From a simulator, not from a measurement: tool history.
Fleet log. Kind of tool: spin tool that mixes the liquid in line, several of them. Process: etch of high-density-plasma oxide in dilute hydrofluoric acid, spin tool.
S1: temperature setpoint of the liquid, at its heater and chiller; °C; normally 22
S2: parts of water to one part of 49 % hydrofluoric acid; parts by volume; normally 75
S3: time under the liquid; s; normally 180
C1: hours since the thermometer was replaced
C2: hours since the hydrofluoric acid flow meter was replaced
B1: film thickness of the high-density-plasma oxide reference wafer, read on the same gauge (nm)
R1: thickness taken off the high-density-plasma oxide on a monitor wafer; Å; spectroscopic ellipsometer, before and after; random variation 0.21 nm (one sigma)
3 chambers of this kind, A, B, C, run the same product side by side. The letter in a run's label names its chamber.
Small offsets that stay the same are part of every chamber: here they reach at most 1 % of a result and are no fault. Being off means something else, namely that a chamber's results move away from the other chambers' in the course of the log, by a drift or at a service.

run	hour	S1	S2	S3	C1	C2	B1	R1
1B	9.2	22	75	180	1125.8	404.8	119.98	254.42
2A	18.9	22	75	180	1123.6	257.2	120.01	254.82
3C	26.7	22	75	180	536.1	1071.5	120.02	252.43
4A	34.0	22	75	180	1138.7	272.3	120.00	255.89
5C	43.2	22	75	180	552.6	1088.0	120.00	258.90
6B	50.9	22	75	180	1167.5	446.5	120.03	251.33
7A	60.7	22	75	180	1165.4	299.0	120.00	250.36
# hour 64.0: chamber A: thermometer replaced
8B	68.3	22	75	180	1184.9	463.9	119.99	257.28
9C	76.9	22	105	285	586.3	1121.7	119.98	280.71
10B	85.3	22	105	285	1201.9	480.9	119.99	280.33
# hour 89.5: chamber B: hydrofluoric acid flow meter replaced
11A	93.4	22	105	285	29.5	331.7	120.00	275.74
12C	99.1	22	75	180	608.5	1143.9	119.98	258.25
13C	107.9	22	75	180	617.3	1152.7	119.99	257.08
14A	117.6	22	75	180	53.7	355.9	120.02	251.70
15B	125.9	22	75	180	1242.5	36.4	120.01	253.06
16C	130.9	22	75	180	640.3	1175.7	120.02	257.76
17B	136.1	22	75	180	1252.7	46.6	120.02	260.53
18A	144.7	22	105	180	80.8	383.0	119.99	175.28
19A	149.3	22	105	180	85.4	387.6	119.98	172.07
# hour 158.3: chamber B: thermometer replaced
20C	158.5	22	105	180	667.9	1203.3	119.95	178.85
21B	166.3	22	75	180	8.1	76.8	120.01	253.60
22C	173.8	22	75	180	683.2	1218.6	120.01	259.60

Which is it: a chamber that has drifted or been left off by a service, a gauge drift common to all chambers, or only each chamber's usual small offset? If a chamber is off, name it and its likeliest cause.

No chamber is off and the gauge is stable; the differences are just each chamber's small, constant offset.

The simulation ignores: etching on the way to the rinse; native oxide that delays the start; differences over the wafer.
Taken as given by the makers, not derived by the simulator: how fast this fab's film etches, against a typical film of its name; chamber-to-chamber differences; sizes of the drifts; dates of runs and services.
